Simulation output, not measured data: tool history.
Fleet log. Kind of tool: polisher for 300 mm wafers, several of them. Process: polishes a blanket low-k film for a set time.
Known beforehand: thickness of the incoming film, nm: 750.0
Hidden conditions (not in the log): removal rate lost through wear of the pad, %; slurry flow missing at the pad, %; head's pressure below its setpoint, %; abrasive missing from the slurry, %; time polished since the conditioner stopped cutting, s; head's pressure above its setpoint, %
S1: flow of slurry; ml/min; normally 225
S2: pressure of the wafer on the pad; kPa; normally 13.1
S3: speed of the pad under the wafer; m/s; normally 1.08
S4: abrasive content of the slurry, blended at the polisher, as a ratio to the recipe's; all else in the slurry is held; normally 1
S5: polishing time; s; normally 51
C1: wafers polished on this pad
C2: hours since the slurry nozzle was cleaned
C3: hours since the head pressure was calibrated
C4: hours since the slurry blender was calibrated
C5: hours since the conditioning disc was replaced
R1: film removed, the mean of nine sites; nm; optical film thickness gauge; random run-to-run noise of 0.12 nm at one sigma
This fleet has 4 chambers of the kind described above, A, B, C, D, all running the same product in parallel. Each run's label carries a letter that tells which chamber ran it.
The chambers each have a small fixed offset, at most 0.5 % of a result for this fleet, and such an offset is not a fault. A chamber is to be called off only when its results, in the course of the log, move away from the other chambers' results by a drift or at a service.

run   hour   S1    S2    S3    S4  S5    C1     C2      C3     C4     C5      R1
 1C   10.3  225  13.1  1.08     1  51   199  143.4  1026.8  296.8  273.4  17.731
 2B   15.8  225  13.1  1.08     1  51   542  225.4   111.3  366.2  146.9  17.624
 3D   26.8  225  13.1  1.08     1  51   351  150.9  1144.3  320.1  215.5  17.933
 4A   36.8  225  13.1  1.08     1  51  1138  322.5    1135   37.4   95.1  17.973
        43  -- chamber A: worn pad replaced by a new one
 5D   43.2  225  13.1  1.08     1  51   515  167.3  1160.7  336.5  231.9  17.755
      45.2  -- chamber C: slurry blender recalibrated
      48.5  -- chamber D: slurry blender recalibrated
 6A   50.2  225  13.1  1.08  1.15  51    71  335.9  1148.4   50.8  108.5  18.873
      51.1  -- chamber D: worn pad replaced by a new one
      54.7  -- chamber B: slurry blender recalibrated
 7C     56  225  13.1  1.08  1.15  51   653  189.1  1072.5   10.8  319.1   18.89
 8B     66  225  13.1  1.08  1.15  51  1041  275.6   161.5   11.4  197.1  18.943
 9A   71.7  225  13.1  1.08  1.15  51   285  357.4  1169.9   72.3    130  18.919
10C   77.7  225  13.1  1.08     1  51   869  210.8  1094.2   32.5  340.8   17.72
      79.7  -- chamber B: worn pad replaced by a new one
        82  -- chamber A: slurry nozzle cleaned
11B   87.6  225  13.1  1.08     1  51    79  297.2   183.1     33  218.7  17.897
      88.5  -- chamber C: worn pad replaced by a new one
12D   95.5  225  13.1   0.8     1  62   442  219.6    1213     47  284.2  17.045
     100.1  -- chamber A: head pressure recalibrated
13C  100.5  225  13.1   0.8     1  62   120  233.6    1117   55.3  363.6  16.906
14D  109.9  225  13.1   0.8     1  62   585    234  1227.4   61.4  298.6  16.916
     111.5  -- chamber D: slurry nozzle cleaned
15A  116.1  225  13.1   0.8     1  62   727   34.1      16  116.7  174.4  15.833
     116.4  -- chamber D: worn pad replaced by a new one
16B  121.4  225  13.1  1.08     1  51   415    331   216.9   66.8  252.5  17.691
     121.7  -- chamber A: slurry blender recalibrated
17A  131.9  225  13.1  1.08     1  51   884   49.9    31.8   10.2  190.2  16.527
18D  138.5  225  13.1  1.08     1  51   220   27.1    1256     90  327.2  17.694
19B  149.2  225  13.1  1.08     1  51   692  358.8   244.7   94.6  280.3  17.683
20C  156.4  225  13.1  1.08     1  51   676  289.5  1172.9  111.2  419.5   17.79
     161.6  -- chamber A: worn pad replaced by a new one
21B  164.5  225  13.1  1.08     1  51   844  374.1     260  109.9  295.6  17.782
     169.6  -- chamber C: worn pad replaced by a new one
22C  174.1  225  13.1  1.08     1  51    45  307.2  1190.6  128.9  437.2   17.86
     175.8  -- chamber D: conditioning disc replaced and pad reconditioned
23D  181.9  225  13.1  1.08     1  51   651   70.5  1299.4  133.4    6.1  17.685
24A  189.1  225  13.1  1.08     1  51   274  107.1      89   67.4  247.4  16.366
     190.1  -- chamber D: worn pad replaced by a new one
     193.3  -- chamber C: slurry nozzle cleaned
25B  194.4  225  13.1  1.08     1  51  1141    404   289.9  139.8  325.5  17.763
     196.3  -- chamber C: head pressure recalibrated
     200.1  -- chamber B: worn pad replaced by a new one
26A  204.3  225  13.1  1.08     1  51   425  122.3   104.2   82.6  262.6  16.535
27C  211.8  225  13.1  1.08     1  51   420   18.5    15.6  166.6  474.9  17.661
28D  219.9  225  17.2  1.08     1  51   296  108.5  1337.4  171.4   44.1  23.331
29D  230.7  225  17.2  1.08     1  51   404  119.3  1348.2  182.2   54.9  23.498
     238.5  -- chamber B: conditioning disc replaced and pad reconditioned
30C  239.3  225  17.2  1.08     1  51   694     46    43.1  194.1  502.4  23.295
     243.2  -- chamber A: slurry blender recalibrated
31A  249.5  225  17.2  1.08     1  51   875  167.5   149.4    6.4  307.8  21.645
     254.5  -- chamber D: worn pad replaced by a new one
32B  254.6  225  13.1  1.08     1  51   543  464.2   350.1    200   16.2  17.587
33D  263.1  225  13.1  1.08     1  43    86  151.7  1380.6  214.6   87.3  15.051
     266.8  -- chamber C: worn pad replaced by a new one
34A  269.3  225  13.1  1.08     1  43  1072  187.3   169.2   26.2  327.6  14.072
35C  278.4  225  13.1  1.08     1  43   115   85.1    82.2  233.2  541.5  14.854
36B  286.2  225  13.1  1.08     1  43   857  495.8   381.7  231.6   47.8  15.141

Each of the 4 chambers runs these same settings next. Fill in every chamber's results:
37A  294.2  225  13.1  1.08   1  51                       ?
37B  294.2  225  13.1  1.08   1  51                       ?
37C  294.2  225  13.1  1.08   1  51                       ?
37D  294.2  225  13.1  1.08   1  51                       ?

run      R1
37A  16.431
37B  17.738
37C  17.516
37D  17.678
